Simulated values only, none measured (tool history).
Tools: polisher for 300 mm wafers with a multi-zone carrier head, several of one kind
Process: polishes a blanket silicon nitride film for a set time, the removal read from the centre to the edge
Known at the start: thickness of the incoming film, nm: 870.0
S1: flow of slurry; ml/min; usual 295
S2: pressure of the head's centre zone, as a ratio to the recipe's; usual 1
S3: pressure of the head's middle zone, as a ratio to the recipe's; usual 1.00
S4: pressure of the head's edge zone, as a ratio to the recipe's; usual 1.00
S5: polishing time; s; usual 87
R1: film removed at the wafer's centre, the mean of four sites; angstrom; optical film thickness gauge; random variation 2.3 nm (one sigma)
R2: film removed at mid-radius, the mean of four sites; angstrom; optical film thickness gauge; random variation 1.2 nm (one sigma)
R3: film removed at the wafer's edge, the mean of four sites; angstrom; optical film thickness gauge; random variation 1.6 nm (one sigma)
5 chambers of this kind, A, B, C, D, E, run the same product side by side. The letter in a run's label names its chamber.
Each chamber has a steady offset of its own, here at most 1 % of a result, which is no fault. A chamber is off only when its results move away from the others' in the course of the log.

run,day,S1,S2,S3,S4,S5,R1,R2,R3
# day 0.088: chamber E: worn pad replaced by a new one
1C,0.404,295,1,1.00,1.00,87,1745.9,1720.8,1772.0
2E,0.821,295,1,1.00,1.00,87,1757.6,1723.5,1747.8
3D,1.025,295,1,1.00,1.00,87,1738.3,1730.9,1733.8
# day 1.112: chamber A: worn pad replaced by a new one
4A,1.242,295,1,1.00,1.00,87,1737.4,1725.2,1722.8
5B,1.483,295,1,1.00,1.00,87,1763.0,1715.5,1756.0
# day 1.496: chamber D: worn pad replaced by a new one
# day 1.708: chamber C: worn pad replaced by a new one
6E,1.867,295,1,1.00,1.00,87,1710.3,1732.8,1735.8
7B,2.092,250,1,1.00,0.89,87,1683.1,1685.6,1625.0
# day 2.129: chamber E: slurry nozzle cleaned
8D,2.446,250,1,1.00,0.89,87,1741.3,1687.0,1608.5
# day 2.479: chamber E: worn pad replaced by a new one
9A,2.867,250,1,1.00,0.89,87,1660.5,1722.8,1633.2
# day 2.879: chamber B: worn pad replaced by a new one
10C,3.258,250,1,1.00,0.89,87,1701.3,1682.9,1620.8
11A,3.525,250,1,1.00,0.89,87,1705.4,1698.2,1620.4
12E,3.921,295,1,1.00,1.00,87,1731.3,1724.7,1720.1
13C,4.183,295,1,1.00,1.00,87,1740.6,1737.9,1760.8
14B,4.604,395,1,1.00,1.00,97,2044.9,1944.1,1968.1
# day 4.746: chamber E: worn pad replaced by a new one
15D,4.892,395,1,1.00,1.00,97,1991.3,1979.8,2001.0
16C,5.079,395,1,1.00,1.00,97,2017.9,1954.0,1957.8
# day 5.225: chamber A: worn pad replaced by a new one
17B,5.475,395,1,1.00,1.00,97,2004.8,1947.4,1948.2
# day 5.800: chamber C: worn pad replaced by a new one
# day 5.808: chamber B: worn pad replaced by a new one
18A,5.825,395,1,1.00,1.00,97,2027.8,1975.9,1954.4
# day 5.850: chamber D: worn pad replaced by a new one
# day 5.946: chamber C: slurry nozzle cleaned
19E,6.133,295,1,1.00,1.00,87,1722.8,1746.6,1762.5
20D,6.417,295,1,1.00,1.00,87,1693.8,1732.4,1760.1
21B,6.667,295,1,1.00,1.00,87,1714.1,1709.8,1763.7
# day 6.896: chamber E: centre zone pressure recalibrated
# day 7.029: chamber E: worn pad replaced by a new one
22A,7.033,235,1,0.94,1.00,87,1673.5,1599.1,1705.6
23E,7.379,235,1,0.94,1.00,87,1700.0,1579.5,1687.7
24D,7.746,235,1,0.94,1.00,87,1715.2,1582.9,1668.8
# day 7.988: chamber A: slurry nozzle cleaned
25C,8.083,235,1,0.94,1.00,87,1710.3,1589.6,1723.5
# day 8.438: chamber E: edge zone pressure recalibrated
26B,8.467,235,1,0.94,1.00,87,1673.6,1576.2,1699.8
27C,8.888,295,1,1.00,1.00,87,1696.9,1736.5,1779.4
28A,9.238,295,1,1.00,1.00,87,1711.2,1698.4,1716.9
29E,9.512,295,1,1.00,1.00,87,1716.7,1733.6,1728.9
30D,9.792,295,1,1.10,1.00,87,1708.8,1872.0,1725.7

Is one chamber off against the others, does the gauge drift, or is nothing wrong? If a chamber is off, say which, and what the likeliest cause is.

No chamber stands off beyond its own small offset, and the gauge holds steady.
